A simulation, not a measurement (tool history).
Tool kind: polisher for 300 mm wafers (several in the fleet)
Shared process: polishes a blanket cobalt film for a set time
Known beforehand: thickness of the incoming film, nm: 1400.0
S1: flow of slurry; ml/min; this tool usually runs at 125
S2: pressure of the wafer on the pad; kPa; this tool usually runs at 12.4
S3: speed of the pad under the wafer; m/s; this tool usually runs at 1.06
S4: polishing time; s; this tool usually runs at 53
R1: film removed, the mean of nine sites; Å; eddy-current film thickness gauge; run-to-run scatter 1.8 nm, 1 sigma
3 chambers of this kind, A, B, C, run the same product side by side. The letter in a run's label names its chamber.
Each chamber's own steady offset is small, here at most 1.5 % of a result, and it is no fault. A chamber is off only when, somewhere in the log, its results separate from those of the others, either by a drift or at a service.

run,hour,S1,S2,S3,S4,R1
1C,6.7,125,12.4,1.06,53,2108.1
2A,13.9,125,12.4,1.06,53,2114.5
3B,22.5,125,12.4,1.06,53,2141.9
4C,31.9,125,12.4,1.06,53,2090.2
5B,37.3,125,12.4,1.06,53,2159
6A,45.2,125,12.4,1.06,61,2390.4
7A,50.6,125,12.4,1.06,61,2394.8
8B,60.8,125,12.4,1.06,61,2444.7
9C,66,125,12.4,1.06,53,2080.3
10C,75,125,12.4,1.06,53,2063.4
11A,83.5,125,12.4,1.06,53,2078.7
12B,90.8,125,14.5,0.9,53,2117.7
13B,97.9,125,14.5,0.9,53,2120.3
# hour 102.8: chamber A: slurry nozzle cleaned
14A,106.6,125,14.5,0.9,53,2114.2
# hour 111.6: chamber A: worn pad replaced by a new one
15C,114,125,12.4,1.06,53,2002.2
# hour 117.1: chamber B: worn pad replaced by a new one
16A,123,125,12.4,1.06,53,2064.9
17C,127.8,150,12.4,1.06,60,2332.3
18B,136.2,150,12.4,1.06,60,2494.9
19B,146.3,150,12.4,1.06,60,2502.5
20A,153.8,125,12.4,1.06,53,2099.4
21C,162.2,125,12.4,1.06,53,1952.5
22B,168.6,125,12.4,1.06,53,2135.9
23A,174.1,125,12.4,1.06,53,2079.4
24C,181,125,12.4,1.06,53,1965.4
25A,185.6,125,12.4,1.06,65,2547.2
26B,190.1,125,12.4,1.06,65,2586.5
27C,198.6,125,12.4,1.06,65,2358.3
28C,205.2,125,12.4,1.06,53,1891

Is one chamber off against the others, does the gauge drift, or is nothing wrong? If a chamber is off, say which, and what the likeliest cause is.

Chamber C drifts away from the others.
Cause: removal rate lost through wear of the pad, % = 9.94.
From this log alone, it may not be told apart from: slurry flow missing at the pad, %; head's pressure below its setpoint, %.

Here are 4 candidates for chamber C's next run, each the usual settings with a change, their results left as question marks. Which one brings its results back in line with what the others give on the usual settings?
In-line tolerance around the mean of the other chambers on the usual settings: R1 64 Å
29C-1,212.6,125,12.4,1.06,47,?
29C-2,212.6,125,13.8,1.16,53,?
29C-3,212.6,120,12.4,1.06,44,?
29C-4,212.6,125,13.1,1.12,53,?

The other chambers' mean on the usual settings: R1 2109.5 Å
run,R1
29C-1,1671.7
29C-2,2286.7
29C-3,1551.7
29C-4,2099.7
With 29C-4, the chamber falls back in line with the rest.
